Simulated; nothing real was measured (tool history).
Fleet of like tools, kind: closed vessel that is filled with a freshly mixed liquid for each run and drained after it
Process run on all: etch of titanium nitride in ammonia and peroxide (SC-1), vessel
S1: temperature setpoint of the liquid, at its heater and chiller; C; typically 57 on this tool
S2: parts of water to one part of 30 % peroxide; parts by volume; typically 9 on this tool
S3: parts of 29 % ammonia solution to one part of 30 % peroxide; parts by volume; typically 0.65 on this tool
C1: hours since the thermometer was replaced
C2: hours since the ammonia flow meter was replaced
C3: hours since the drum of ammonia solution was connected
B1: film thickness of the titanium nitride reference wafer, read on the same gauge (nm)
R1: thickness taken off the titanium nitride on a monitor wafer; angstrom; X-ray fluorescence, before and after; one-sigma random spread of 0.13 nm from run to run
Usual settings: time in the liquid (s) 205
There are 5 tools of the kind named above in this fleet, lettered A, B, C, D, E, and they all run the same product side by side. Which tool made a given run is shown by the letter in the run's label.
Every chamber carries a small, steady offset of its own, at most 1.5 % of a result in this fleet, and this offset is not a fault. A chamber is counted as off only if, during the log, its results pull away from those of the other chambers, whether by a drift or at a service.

Run 1A, day 0.283: usual settings; C1 528.3; C2 643.2; C3 207.9; B1 110.03. Result: R1 145.76 angstrom.
Run 2B, day 0.512: usual settings; C1 687.4; C2 40; C3 658.7; B1 109.97. Result: R1 145.15 angstrom.
Run 3D, day 0.688: usual settings; C1 2508.4; C2 1212.9; C3 373.3; B1 110.01. Result: R1 147.11 angstrom.
At day 0.842: chamber B: new drum of ammonia solution connected.
Run 4E, day 0.9: usual settings; C1 379.3; C2 1189.8; C3 45.4; B1 109.98. Result: R1 143.88 angstrom.
Run 5C, day 1.196: usual settings; C1 1273.5; C2 739.9; C3 695; B1 110.02. Result: R1 146.18 angstrom.
Run 6C, day 1.458: usual settings; C1 1279.8; C2 746.2; C3 701.3; B1 109.96. Result: R1 148.02 angstrom.
Run 7B, day 1.671: usual settings; C1 715.2; C2 67.8; C3 20; B1 110.03. Result: R1 147.37 angstrom.
Run 8E, day 1.925: usual settings; C1 403.9; C2 1214.4; C3 70; B1 110.02. Result: R1 146.93 angstrom.
Run 9A, day 2.208: usual settings; C1 574.5; C2 689.4; C3 254.1; B1 109.98. Result: R1 144.35 angstrom.
Run 10D, day 2.492: usual settings; C1 2551.7; C2 1256.2; C3 416.6; B1 110.02. Result: R1 146.61 angstrom.
Run 11A, day 2.738: usual settings; C1 587.2; C2 702.1; C3 266.8; B1 109.99. Result: R1 143.53 angstrom.
Run 12D, day 2.996: usual settings; C1 2563.8; C2 1268.3; C3 428.7; B1 109.98. Result: R1 146.1 angstrom.
Run 13E, day 3.288: usual settings but S1 64.5 C, time in the liquid (s) 265; C1 436.6; C2 1247.1; C3 102.7; B1 110. Result: R1 309.88 angstrom.
Run 14B, day 3.45: usual settings but S1 64.5 C, time in the liquid (s) 265; C1 757.9; C2 110.5; C3 62.7; B1 109.99. Result: R1 304.45 angstrom.
Run 15C, day 3.692: usual settings but S1 64.5 C, time in the liquid (s) 265; C1 1333.4; C2 799.8; C3 754.9; B1 110.01. Result: R1 305.92 angstrom.
Run 16B, day 3.983: usual settings but S1 64.5 C, time in the liquid (s) 265; C1 770.7; C2 123.3; C3 75.5; B1 109.99. Result: R1 304.42 angstrom.
Run 17E, day 4.142: usual settings but S1 64.5 C, time in the liquid (s) 265; C1 457.1; C2 1267.6; C3 123.2; B1 109.99. Result: R1 313.28 angstrom.
At day 4.333: chamber D: thermometer replaced.
Run 18C, day 4.388: usual settings; C1 1350.1; C2 816.5; C3 771.6; B1 109.98. Result: R1 141.41 angstrom.
Run 19A, day 4.617: usual settings; C1 632.3; C2 747.2; C3 311.9; B1 110.01. Result: R1 146.49 angstrom.
Run 20D, day 4.925: usual settings; C1 14.3; C2 1314.6; C3 475; B1 110.03. Result: R1 146.29 angstrom.
Run 21E, day 5.229: usual settings but S1 49 C, S2 7 parts by volume; C1 483.2; C2 1293.7; C3 149.3; B1 109.99. Result: R1 94.223 angstrom.
Run 22C, day 5.446: usual settings but S1 49 C, S2 7 parts by volume; C1 1375.5; C2 841.9; C3 797; B1 109.99. Result: R1 96.851 angstrom.
Run 23B, day 5.708: usual settings but S1 49 C, S2 7 parts by volume; C1 812.1; C2 164.7; C3 116.9; B1 110.01. Result: R1 97.099 angstrom.
Run 24D, day 6.017: usual settings but S1 49 C, S2 7 parts by volume; C1 40.5; C2 1340.8; C3 501.2; B1 109.96. Result: R1 94.69 angstrom.
Run 25A, day 6.212: usual settings but S1 49 C, S2 7 parts by volume; C1 670.6; C2 785.5; C3 350.2; B1 110.02. Result: R1 95.166 angstrom.
Run 26C, day 6.438: usual settings; C1 1399.3; C2 865.7; C3 820.8; B1 109.96. Result: R1 143.76 angstrom.
Run 27A, day 6.621: usual settings; C1 680.4; C2 795.3; C3 360; B1 110. Result: R1 145.46 angstrom.
Run 28E, day 6.812: usual settings; C1 521.2; C2 1331.7; C3 187.3; B1 110. Result: R1 146.99 angstrom.
Run 29D, day 7.117: usual settings; C1 66.9; C2 1367.2; C3 527.6; B1 110.01. Result: R1 146.26 angstrom.
Run 30B, day 7.367: usual settings; C1 851.9; C2 204.5; C3 156.7; B1 110.01. Result: R1 148.48 angstrom.
Run 31A, day 7.608: usual settings; C1 704.1; C2 819; C3 383.7; B1 110.01. Result: R1 145.42 angstrom.
At day 7.75: chamber E: thermometer replaced.
Run 32B, day 7.762: usual settings; C1 861.4; C2 214; C3 166.2; B1 110. Result: R1 150.1 angstrom.
Run 33C, day 8.067: usual settings; C1 1438.4; C2 904.8; C3 859.9; B1 110.02. Result: R1 146.69 angstrom.
Run 34E, day 8.3: usual settings; C1 13.2; C2 1367.4; C3 223; B1 110.01. Result: R1 145.82 angstrom.
Run 35D, day 8.479: usual settings but S1 61 C, S2 6 parts by volume; C1 99.6; C2 1399.9; C3 560.3; B1 110.03. Result: R1 233.26 angstrom.
Run 36B, day 8.692: usual settings but S1 61 C, S2 6 parts by volume; C1 883.7; C2 236.3; C3 188.5; B1 110.01. Result: R1 238.38 angstrom.
Run 37A, day 8.892: usual settings but S1 61 C, S2 6 parts by volume; C1 734.9; C2 849.8; C3 414.5; B1 109.99. Result: R1 233.23 angstrom.
Run 38E, day 9.079: usual settings but S1 61 C, S2 6 parts by volume; C1 31.9; C2 1386.1; C3 241.7; B1 110. Result: R1 234.73 angstrom.
Run 39C, day 9.358: usual settings but S1 61 C, S2 6 parts by volume; C1 1469.4; C2 935.8; C3 890.9; B1 110. Result: R1 232.49 angstrom.

One chamber off, gauge drift, or nothing amiss beyond the chambers' own small offsets? If it is a chamber, which one, and what is the likeliest cause?

It is chamber B that slowly wanders off from its peers.
Most likely cause: liquid hotter than its thermometer reads (K) = 0.811.

Below are 4 candidate recipes for chamber B's next run, each the usual settings with a change, their results shown as question marks. Which of them brings B's results back in line with what the other chambers give on the usual settings?
In line means no further than this from the other chambers' mean on the usual settings: R1 4.7 angstrom
Run 40B-1, day 9.604: usual settings but time in the liquid (s) 195. Result: R1 ?.
Run 40B-2, day 9.604: usual settings but S1 55.5 C. Result: R1 ?.
Run 40B-3, day 9.604: usual settings but time in the liquid (s) 215. Result: R1 ?.
Run 40B-4, day 9.604: usual settings but S1 58 C, time in the liquid (s) 215. Result: R1 ?.

The other chambers' mean on the usual settings: R1 145.85 angstrom
  run      R1
40B-1  144.68
40B-2   137.7
40B-3  159.52
40B-4  170.44
It is 40B-1 that realigns the chamber with its peers.
